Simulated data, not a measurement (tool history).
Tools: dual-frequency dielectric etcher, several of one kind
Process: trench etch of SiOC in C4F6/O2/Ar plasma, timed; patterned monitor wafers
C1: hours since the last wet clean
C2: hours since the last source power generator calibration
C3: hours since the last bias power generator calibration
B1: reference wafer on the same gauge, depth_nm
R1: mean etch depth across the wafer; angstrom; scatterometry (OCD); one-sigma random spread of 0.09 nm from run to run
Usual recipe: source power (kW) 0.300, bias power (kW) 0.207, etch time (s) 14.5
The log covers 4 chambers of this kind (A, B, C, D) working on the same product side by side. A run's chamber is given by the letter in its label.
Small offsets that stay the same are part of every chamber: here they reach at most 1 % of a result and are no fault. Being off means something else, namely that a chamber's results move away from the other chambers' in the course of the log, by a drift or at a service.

run 1B hour=2.8 | source_power_(kW)=0.300 bias_power_(kW)=0.207 etch_time_(s)=14.5 | C1=46.2 C2=1294.1 C3=2837.0 | B1=31.098 | R1=281.27
run 2A hour=7.1 | source_power_(kW)=0.300 bias_power_(kW)=0.207 etch_time_(s)=14.5 | C1=242.3 C2=1087.4 C3=2899.0 | B1=31.091 | R1=284.94
run 3C hour=12.3 | source_power_(kW)=0.300 bias_power_(kW)=0.207 etch_time_(s)=14.5 | C1=408.5 C2=2711.0 C3=2537.5 | B1=31.093 | R1=280.90
run 4D hour=15.3 | source_power_(kW)=0.300 bias_power_(kW)=0.207 etch_time_(s)=14.5 | C1=568.4 C2=1252.7 C3=118.7 | B1=31.084 | R1=284.14
-- hour=18.2 chamber A: bias power generator calibrated
run 5A hour=20.0 | source_power_(kW)=0.260 bias_power_(kW)=0.207 etch_time_(s)=10.5 | C1=255.2 C2=1100.3 C3=1.9 | B1=31.102 | R1=196.76
-- hour=23.7 chamber D: wet clean of the chamber
run 6C hour=24.5 | source_power_(kW)=0.260 bias_power_(kW)=0.207 etch_time_(s)=10.5 | C1=420.7 C2=2723.2 C3=2549.7 | B1=31.069 | R1=191.94
run 7D hour=28.5 | source_power_(kW)=0.260 bias_power_(kW)=0.207 etch_time_(s)=10.5 | C1=4.8 C2=1265.9 C3=131.9 | B1=31.114 | R1=194.84
run 8B hour=32.3 | source_power_(kW)=0.260 bias_power_(kW)=0.207 etch_time_(s)=10.5 | C1=75.7 C2=1323.6 C3=2866.5 | B1=31.109 | R1=193.86
run 9C hour=35.9 | source_power_(kW)=0.300 bias_power_(kW)=0.207 etch_time_(s)=14.5 | C1=432.1 C2=2734.6 C3=2561.1 | B1=31.132 | R1=280.15
run 10A hour=38.7 | source_power_(kW)=0.300 bias_power_(kW)=0.207 etch_time_(s)=14.5 | C1=273.9 C2=1119.0 C3=20.6 | B1=31.089 | R1=286.87
run 11D hour=42.2 | source_power_(kW)=0.300 bias_power_(kW)=0.207 etch_time_(s)=14.5 | C1=18.5 C2=1279.6 C3=145.6 | B1=31.115 | R1=283.79
run 12B hour=44.8 | source_power_(kW)=0.300 bias_power_(kW)=0.207 etch_time_(s)=14.5 | C1=88.2 C2=1336.1 C3=2879.0 | B1=31.111 | R1=280.88
run 13C hour=48.8 | source_power_(kW)=0.300 bias_power_(kW)=0.207 etch_time_(s)=14.5 | C1=445.0 C2=2747.5 C3=2574.0 | B1=31.113 | R1=280.24
run 14D hour=51.7 | source_power_(kW)=0.300 bias_power_(kW)=0.207 etch_time_(s)=14.5 | C1=28.0 C2=1289.1 C3=155.1 | B1=31.081 | R1=283.58
run 15A hour=55.6 | source_power_(kW)=0.300 bias_power_(kW)=0.207 etch_time_(s)=14.5 | C1=290.8 C2=1135.9 C3=37.5 | B1=31.114 | R1=289.51
-- hour=56.1 chamber C: wet clean of the chamber
-- hour=60.1 chamber C: bias power generator calibrated
run 16B hour=61.0 | source_power_(kW)=0.300 bias_power_(kW)=0.207 etch_time_(s)=14.5 | C1=104.4 C2=1352.3 C3=2895.2 | B1=31.073 | R1=282.64
run 17A hour=64.7 | source_power_(kW)=0.300 bias_power_(kW)=0.207 etch_time_(s)=14.5 | C1=299.9 C2=1145.0 C3=46.6 | B1=31.091 | R1=289.40
run 18C hour=67.5 | source_power_(kW)=0.300 bias_power_(kW)=0.207 etch_time_(s)=14.5 | C1=11.4 C2=2766.2 C3=7.4 | B1=31.106 | R1=279.90
run 19B hour=72.6 | source_power_(kW)=0.300 bias_power_(kW)=0.207 etch_time_(s)=14.5 | C1=116.0 C2=1363.9 C3=2906.8 | B1=31.105 | R1=280.85
run 20D hour=77.3 | source_power_(kW)=0.300 bias_power_(kW)=0.207 etch_time_(s)=14.5 | C1=53.6 C2=1314.7 C3=180.7 | B1=31.111 | R1=284.41
run 21A hour=80.9 | source_power_(kW)=0.370 bias_power_(kW)=0.207 etch_time_(s)=12.0 | C1=316.1 C2=1161.2 C3=62.8 | B1=31.121 | R1=260.88
run 22D hour=83.4 | source_power_(kW)=0.370 bias_power_(kW)=0.207 etch_time_(s)=12.0 | C1=59.7 C2=1320.8 C3=186.8 | B1=31.115 | R1=254.49
run 23B hour=87.2 | source_power_(kW)=0.370 bias_power_(kW)=0.207 etch_time_(s)=12.0 | C1=130.6 C2=1378.5 C3=2921.4 | B1=31.089 | R1=250.87
run 24C hour=91.1 | source_power_(kW)=0.370 bias_power_(kW)=0.207 etch_time_(s)=12.0 | C1=35.0 C2=2789.8 C3=31.0 | B1=31.104 | R1=252.08
run 25C hour=94.6 | source_power_(kW)=0.300 bias_power_(kW)=0.207 etch_time_(s)=14.5 | C1=38.5 C2=2793.3 C3=34.5 | B1=31.107 | R1=280.78
run 26B hour=99.2 | source_power_(kW)=0.300 bias_power_(kW)=0.207 etch_time_(s)=14.5 | C1=142.6 C2=1390.5 C3=2933.4 | B1=31.109 | R1=281.67
run 27D hour=103.0 | source_power_(kW)=0.300 bias_power_(kW)=0.207 etch_time_(s)=14.5 | C1=79.3 C2=1340.4 C3=206.4 | B1=31.096 | R1=282.90
run 28A hour=105.8 | source_power_(kW)=0.300 bias_power_(kW)=0.207 etch_time_(s)=14.5 | C1=341.0 C2=1186.1 C3=87.7 | B1=31.109 | R1=293.93
run 29B hour=108.7 | source_power_(kW)=0.230 bias_power_(kW)=0.207 etch_time_(s)=17.0 | C1=152.1 C2=1400.0 C3=2942.9 | B1=31.089 | R1=298.57
run 30A hour=112.0 | source_power_(kW)=0.230 bias_power_(kW)=0.207 etch_time_(s)=17.0 | C1=347.2 C2=1192.3 C3=93.9 | B1=31.102 | R1=310.59
run 31D hour=116.5 | source_power_(kW)=0.230 bias_power_(kW)=0.207 etch_time_(s)=17.0 | C1=92.8 C2=1353.9 C3=219.9 | B1=31.111 | R1=301.55
run 32C hour=122.0 | source_power_(kW)=0.230 bias_power_(kW)=0.207 etch_time_(s)=17.0 | C1=65.9 C2=2820.7 C3=61.9 | B1=31.095 | R1=295.53
run 33C hour=126.3 | source_power_(kW)=0.300 bias_power_(kW)=0.207 etch_time_(s)=14.5 | C1=70.2 C2=2825.0 C3=66.2 | B1=31.116 | R1=280.15
run 34B hour=130.2 | source_power_(kW)=0.300 bias_power_(kW)=0.207 etch_time_(s)=14.5 | C1=173.6 C2=1421.5 C3=2964.4 | B1=31.108 | R1=280.21
run 35D hour=134.9 | source_power_(kW)=0.300 bias_power_(kW)=0.207 etch_time_(s)=14.5 | C1=111.2 C2=1372.3 C3=238.3 | B1=31.115 | R1=283.02

Predict what each chamber gives when all 4 of them run the settings below next.
run 36A hour=138.9 | source_power_(kW)=0.300 bias_power_(kW)=0.207 etch_time_(s)=14.5 | R1=?
run 36B hour=138.9 | source_power_(kW)=0.300 bias_power_(kW)=0.207 etch_time_(s)=14.5 | R1=?
run 36C hour=138.9 | source_power_(kW)=0.300 bias_power_(kW)=0.207 etch_time_(s)=14.5 | R1=?
run 36D hour=138.9 | source_power_(kW)=0.300 bias_power_(kW)=0.207 etch_time_(s)=14.5 | R1=?

run=36A R1=296.39
run=36B R1=281.53
run=36C R1=280.05
run=36D R1=284.38
